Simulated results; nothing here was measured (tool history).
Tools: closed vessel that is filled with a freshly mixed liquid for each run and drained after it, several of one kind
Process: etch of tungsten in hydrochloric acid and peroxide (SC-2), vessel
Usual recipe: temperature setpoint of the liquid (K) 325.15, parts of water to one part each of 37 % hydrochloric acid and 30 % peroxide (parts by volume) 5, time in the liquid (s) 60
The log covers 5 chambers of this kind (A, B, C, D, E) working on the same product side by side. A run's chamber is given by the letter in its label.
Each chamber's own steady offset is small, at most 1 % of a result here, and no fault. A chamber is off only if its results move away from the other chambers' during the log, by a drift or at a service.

| run | hour | temperature setpoint of the liquid (K) | parts of water to one part each of 37 % hydrochloric acid and 30 % peroxide (parts by volume) | time in the liquid (s) | read-back film thickness of the tungsten reference wafer, read on the same gauge (nm) | thickness taken off the tungsten on a monitor wafer (Å) |
|---|---|---|---|---|---|---|
| 1D | 5.2 | 325.15 | 5 | 60 | 39.981 | 173.74 |
| 2C | 8.3 | 325.15 | 5 | 60 | 40.036 | 172.12 |
| 3E | 12 | 325.15 | 5 | 60 | 40.064 | 171.15 |
| 4A | 17.3 | 325.15 | 5 | 60 | 40.003 | 175.52 |
| 5B | 20.7 | 321.65 | 5 | 60 | 40.002 | 137.66 |
| 6A | 26.4 | 321.65 | 5 | 60 | 39.991 | 138.82 |
| 7D | 30.9 | 321.65 | 5 | 60 | 39.994 | 137.04 |
| 8B | 34.6 | 321.65 | 5 | 60 | 39.948 | 138.32 |
| 9E | 37.8 | 321.65 | 5 | 60 | 40.029 | 135.59 |
| 10C | 41.4 | 325.15 | 5 | 60 | 39.998 | 175.67 |
| 11E | 46.6 | 325.15 | 5 | 60 | 39.972 | 172.27 |
| 12A | 49.9 | 325.15 | 5 | 60 | 40.023 | 176.54 |
| 13B | 55 | 325.15 | 5 | 60 | 39.978 | 175.11 |
| 14D | 58.8 | 325.15 | 5 | 60 | 40.038 | 174.8 |
| 15C | 62.8 | 325.15 | 5 | 60 | 40.047 | 174.68 |
| 16A | 65.6 | 332.65 | 5 | 75 | 40.052 | 358.24 |
|  | 67.1 | chamber E: new drum of peroxide connected |
| 17C | 69.3 | 332.65 | 5 | 75 | 39.934 | 345.06 |
| 18D | 72.1 | 332.65 | 5 | 75 | 40.008 | 356.95 |
| 19B | 77.2 | 332.65 | 5 | 75 | 39.998 | 360.69 |
| 20E | 82.2 | 332.65 | 5 | 75 | 40.026 | 357.25 |
| 21B | 85.2 | 325.15 | 5 | 60 | 39.985 | 172.24 |
| 22A | 88.6 | 325.15 | 5 | 60 | 39.982 | 175.37 |
| 23D | 92.9 | 325.15 | 5 | 60 | 40.035 | 173.65 |
|  | 93.5 | chamber D: new drum of peroxide connected |
| 24C | 97.8 | 325.15 | 5 | 60 | 40.017 | 173.88 |
| 25E | 101.8 | 325.15 | 5 | 60 | 39.991 | 177.45 |
| 26B | 106.5 | 325.15 | 5 | 60 | 40.006 | 172.61 |
| 27D | 111.1 | 325.15 | 5 | 60 | 39.977 | 173.95 |
| 28E | 115.3 | 325.15 | 5 | 60 | 39.985 | 179.75 |
| 29A | 120.4 | 325.15 | 5 | 60 | 40.022 | 175.3 |
| 30C | 125.9 | 333.65 | 5 | 50 | 39.998 | 251.35 |
| 31B | 129.2 | 333.65 | 5 | 50 | 39.951 | 251.87 |
| 32E | 132.3 | 333.65 | 5 | 50 | 40.027 | 258.48 |
| 33A | 138.1 | 333.65 | 5 | 50 | 40.005 | 250.72 |
| 34C | 144.2 | 333.65 | 5 | 50 | 40.009 | 249.9 |
| 35D | 149.5 | 325.15 | 5 | 60 | 40.03 | 173.8 |

What goes on in this fleet: one chamber off, a drifting gauge, or nothing beyond the chambers' own small offsets? Name the chamber and the cause, if any.

Little by little, chamber E moves away from the other chambers.
Most likely cause: liquid hotter than its thermometer reads (K) = 0.943.
It could be hard to tell apart here from: chemicals flow above the setpoint (%).

Here are 4 candidates for chamber E's next run, each the usual settings with a change, their results left as question marks. Which one brings its results back in line with what the others give on the usual settings?
Allowed miss from the other chambers' usual-settings mean, per result, to count as in line: thickness taken off the tungsten on a monitor wafer (Å) 5.1
| 36E-1 | 153.8 | 326.15 | 5 | 60 |  | ? |
| 36E-2 | 153.8 | 324.15 | 5 | 60 |  | ? |
| 36E-3 | 153.8 | 323.15 | 5 | 60 |  | ? |
| 36E-4 | 153.8 | 327.15 | 5 | 60 |  | ? |

Other chambers, usual settings, mean: thickness taken off the tungsten on a monitor wafer (Å) 174.1
| run | thickness taken off the tungsten on a monitor wafer (Å) |
|---|---|
| 36E-1 | 196.54 |
| 36E-2 | 172.53 |
| 36E-3 | 161.5 |
| 36E-4 | 209.71 |
36E-2 is the one that brings the chamber's results back in line with the other chambers.
